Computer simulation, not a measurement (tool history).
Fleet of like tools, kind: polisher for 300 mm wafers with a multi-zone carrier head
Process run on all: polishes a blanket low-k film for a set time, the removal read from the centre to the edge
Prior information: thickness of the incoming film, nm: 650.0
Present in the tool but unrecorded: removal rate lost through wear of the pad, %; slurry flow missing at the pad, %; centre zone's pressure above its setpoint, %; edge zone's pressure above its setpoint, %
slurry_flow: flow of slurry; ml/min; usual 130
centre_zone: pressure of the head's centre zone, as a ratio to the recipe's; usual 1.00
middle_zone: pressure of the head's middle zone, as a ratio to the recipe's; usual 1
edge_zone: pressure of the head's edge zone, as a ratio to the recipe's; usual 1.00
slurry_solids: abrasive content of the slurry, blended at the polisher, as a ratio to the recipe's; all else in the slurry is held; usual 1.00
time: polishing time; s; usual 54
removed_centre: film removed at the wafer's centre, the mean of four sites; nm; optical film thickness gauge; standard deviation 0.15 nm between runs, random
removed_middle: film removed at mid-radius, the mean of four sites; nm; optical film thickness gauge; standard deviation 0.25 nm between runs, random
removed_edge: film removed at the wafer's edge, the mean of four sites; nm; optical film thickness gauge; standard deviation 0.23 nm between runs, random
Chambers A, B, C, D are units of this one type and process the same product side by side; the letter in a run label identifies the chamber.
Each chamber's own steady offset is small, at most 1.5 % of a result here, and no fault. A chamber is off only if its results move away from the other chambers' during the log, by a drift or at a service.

| run | hour | slurry_flow | centre_zone | middle_zone | edge_zone | slurry_solids | time | wafers polished on this pad | hours since the slurry nozzle was cleaned | hours since the centre zone pressure was calibrated | hours since the edge zone pressure was calibrated | removed_centre | removed_middle | removed_edge |
|---|---|---|---|---|---|---|---|---|---|---|---|---|---|---|
|  | 1.0 | chamber A: worn pad replaced by a new one |
| 1D | 9.0 | 130 | 1.00 | 1 | 1.00 | 1.00 | 54 | 121 | 99.7 | 563.4 | 600.9 | 19.581 | 19.023 | 18.991 |
| 2A | 20.6 | 130 | 1.00 | 1 | 1.00 | 1.00 | 54 | 163 | 272.4 | 588.7 | 324.2 | 19.314 | 19.478 | 19.695 |
| 3C | 31.2 | 130 | 1.00 | 1 | 1.00 | 1.00 | 54 | 310 | 221.2 | 532.7 | 516.2 | 19.553 | 19.573 | 19.647 |
| 4B | 37.7 | 130 | 1.00 | 1 | 1.00 | 1.00 | 54 | 1167 | 45.1 | 72.0 | 238.6 | 19.443 | 19.809 | 19.191 |
| 5A | 51.0 | 130 | 1.00 | 1 | 1.00 | 1.00 | 54 | 415 | 302.8 | 619.1 | 354.6 | 19.368 | 19.142 | 19.511 |
|  | 58.5 | chamber B: worn pad replaced by a new one |
| 6D | 62.1 | 130 | 1.00 | 1 | 1.00 | 1.00 | 54 | 562 | 152.8 | 616.5 | 654.0 | 19.570 | 19.022 | 19.609 |
|  | 62.6 | chamber C: worn pad replaced by a new one |
| 7C | 68.5 | 130 | 1.00 | 1 | 1.00 | 1.00 | 54 | 49 | 258.5 | 570.0 | 553.5 | 19.361 | 19.560 | 19.547 |
|  | 69.9 | chamber D: worn pad replaced by a new one |
|  | 73.0 | chamber D: edge zone pressure recalibrated |
| 8B | 74.5 | 130 | 1.00 | 1 | 1.00 | 1.00 | 54 | 133 | 81.9 | 108.8 | 275.4 | 19.444 | 19.680 | 19.419 |
| 9C | 87.6 | 130 | 1.00 | 1 | 1.00 | 1.00 | 54 | 208 | 277.6 | 589.1 | 572.6 | 19.289 | 19.371 | 19.378 |
| 10A | 94.9 | 130 | 1.00 | 1 | 1.00 | 1.00 | 54 | 780 | 346.7 | 663.0 | 398.5 | 19.492 | 19.080 | 19.907 |
| 11D | 103.8 | 130 | 1.00 | 1 | 1.00 | 1.00 | 54 | 282 | 194.5 | 658.2 | 30.8 | 19.567 | 19.083 | 19.690 |
|  | 114.3 | chamber C: edge zone pressure recalibrated |
| 12B | 114.9 | 130 | 1.00 | 1 | 1.00 | 1.00 | 54 | 469 | 122.3 | 149.2 | 315.8 | 19.648 | 19.355 | 19.369 |
| 13A | 124.0 | 130 | 0.94 | 1 | 1.00 | 1.00 | 54 | 1022 | 375.8 | 692.1 | 427.6 | 18.289 | 19.630 | 19.294 |
| 14D | 136.2 | 130 | 0.94 | 1 | 1.00 | 1.00 | 54 | 551 | 226.9 | 690.6 | 63.2 | 18.231 | 19.318 | 19.441 |
|  | 139.9 | chamber C: worn pad replaced by a new one |
| 15C | 143.5 | 130 | 0.94 | 1 | 1.00 | 1.00 | 54 | 30 | 333.5 | 645.0 | 29.3 | 17.876 | 19.596 | 19.300 |
| 16B | 154.1 | 130 | 0.94 | 1 | 1.00 | 1.00 | 54 | 795 | 161.5 | 188.4 | 355.0 | 18.144 | 19.578 | 19.516 |
|  | 155.5 | chamber A: worn pad replaced by a new one |
|  | 159.7 | chamber D: worn pad replaced by a new one |
| 17B | 166.6 | 130 | 1.00 | 1 | 1.00 | 1.00 | 54 | 899 | 174.0 | 200.9 | 367.5 | 19.498 | 19.582 | 19.186 |
| 18A | 176.5 | 130 | 1.00 | 1 | 1.00 | 1.00 | 54 | 174 | 428.3 | 744.6 | 480.1 | 19.747 | 19.624 | 19.629 |
| 19C | 183.9 | 130 | 1.00 | 1 | 1.00 | 1.00 | 54 | 366 | 373.9 | 685.4 | 69.7 | 19.413 | 19.448 | 19.636 |
| 20D | 196.4 | 130 | 1.00 | 1 | 1.00 | 1.00 | 54 | 305 | 287.1 | 750.8 | 123.4 | 19.461 | 18.848 | 19.026 |
| 21C | 203.5 | 130 | 1.00 | 1 | 1.00 | 1.00 | 54 | 529 | 393.5 | 705.0 | 89.3 | 19.224 | 19.760 | 19.461 |
| 22D | 212.9 | 130 | 1.00 | 1 | 1.00 | 1.00 | 54 | 442 | 303.6 | 767.3 | 139.9 | 19.736 | 18.794 | 19.530 |
|  | 220.8 | chamber C: worn pad replaced by a new one |
|  | 221.7 | chamber B: worn pad replaced by a new one |
| 23A | 222.0 | 130 | 1.00 | 1 | 1.00 | 1.00 | 54 | 553 | 473.8 | 790.1 | 525.6 | 19.331 | 19.067 | 19.288 |
|  | 230.7 | chamber D: worn pad replaced by a new one |
| 24B | 231.5 | 130 | 1.00 | 1 | 1.00 | 1.00 | 54 | 81 | 238.9 | 265.8 | 432.4 | 19.066 | 19.644 | 19.476 |
| 25D | 241.0 | 130 | 1.00 | 1 | 1.00 | 1.00 | 54 | 86 | 331.7 | 795.4 | 168.0 | 19.594 | 19.202 | 19.379 |
| 26B | 247.4 | 130 | 1.00 | 1 | 1.00 | 1.00 | 54 | 213 | 254.8 | 281.7 | 448.3 | 19.326 | 19.421 | 19.089 |
| 27C | 255.8 | 130 | 1.00 | 1 | 1.00 | 1.00 | 54 | 291 | 445.8 | 757.3 | 141.6 | 19.357 | 19.273 | 19.679 |
|  | 256.5 | chamber B: slurry nozzle cleaned |
| 28A | 268.5 | 130 | 1.00 | 1 | 1.00 | 1.00 | 54 | 939 | 520.3 | 836.6 | 572.1 | 19.609 | 19.593 | 19.384 |
| 29A | 277.9 | 130 | 1.00 | 1 | 1.00 | 1.15 | 61 | 1017 | 529.7 | 846.0 | 581.5 | 23.257 | 23.193 | 23.771 |
| 30C | 289.4 | 130 | 1.00 | 1 | 1.00 | 1.15 | 61 | 570 | 479.4 | 790.9 | 175.2 | 23.116 | 23.670 | 23.285 |
|  | 295.9 | chamber A: centre zone pressure recalibrated |
| 31B | 298.2 | 130 | 1.00 | 1 | 1.00 | 1.15 | 61 | 636 | 41.7 | 332.5 | 499.1 | 23.265 | 23.058 | 23.306 |
|  | 300.6 | chamber C: slurry nozzle cleaned |
|  | 300.9 | chamber C: worn pad replaced by a new one |
| 32D | 306.9 | 130 | 1.00 | 1 | 1.00 | 1.15 | 61 | 634 | 397.6 | 861.3 | 233.9 | 23.404 | 23.139 | 23.625 |
|  | 307.1 | chamber D: worn pad replaced by a new one |
|  | 311.1 | chamber A: worn pad replaced by a new one |
| 33C | 316.3 | 130 | 1.00 | 1 | 1.00 | 1.00 | 54 | 128 | 15.7 | 817.8 | 202.1 | 19.265 | 19.552 | 19.375 |
| 34A | 322.6 | 130 | 1.00 | 1 | 1.00 | 1.00 | 54 | 95 | 574.4 | 26.8 | 626.2 | 19.354 | 19.329 | 19.846 |
| 35D | 333.1 | 130 | 1.00 | 1 | 1.00 | 1.00 | 54 | 216 | 423.8 | 887.5 | 260.1 | 19.278 | 19.443 | 18.965 |
| 36B | 341.5 | 130 | 1.00 | 1 | 1.00 | 1.00 | 54 | 996 | 85.0 | 375.8 | 542.4 | 19.524 | 19.764 | 19.400 |
| 37D | 355.0 | 130 | 1.00 | 1 | 1.00 | 1.00 | 54 | 398 | 445.7 | 909.4 | 282.0 | 19.450 | 18.955 | 19.820 |
| 38A | 364.1 | 130 | 1.00 | 1 | 1.00 | 1.00 | 54 | 440 | 615.9 | 68.3 | 667.7 | 19.345 | 19.216 | 19.626 |
| 39C | 373.3 | 130 | 1.00 | 1 | 1.00 | 1.00 | 54 | 602 | 72.7 | 874.8 | 259.1 | 19.486 | 19.530 | 19.589 |
| 40B | 383.0 | 130 | 1.00 | 1 | 1.00 | 1.00 | 54 | 1341 | 126.5 | 417.3 | 583.9 | 19.246 | 19.877 | 19.248 |

One chamber off, gauge drift, or nothing amiss beyond the chambers' own small offsets? If it is a chamber, which one, and what is the likeliest cause?

Neither any chamber nor the gauge drifts; the chambers differ only by their own small, steady offsets.

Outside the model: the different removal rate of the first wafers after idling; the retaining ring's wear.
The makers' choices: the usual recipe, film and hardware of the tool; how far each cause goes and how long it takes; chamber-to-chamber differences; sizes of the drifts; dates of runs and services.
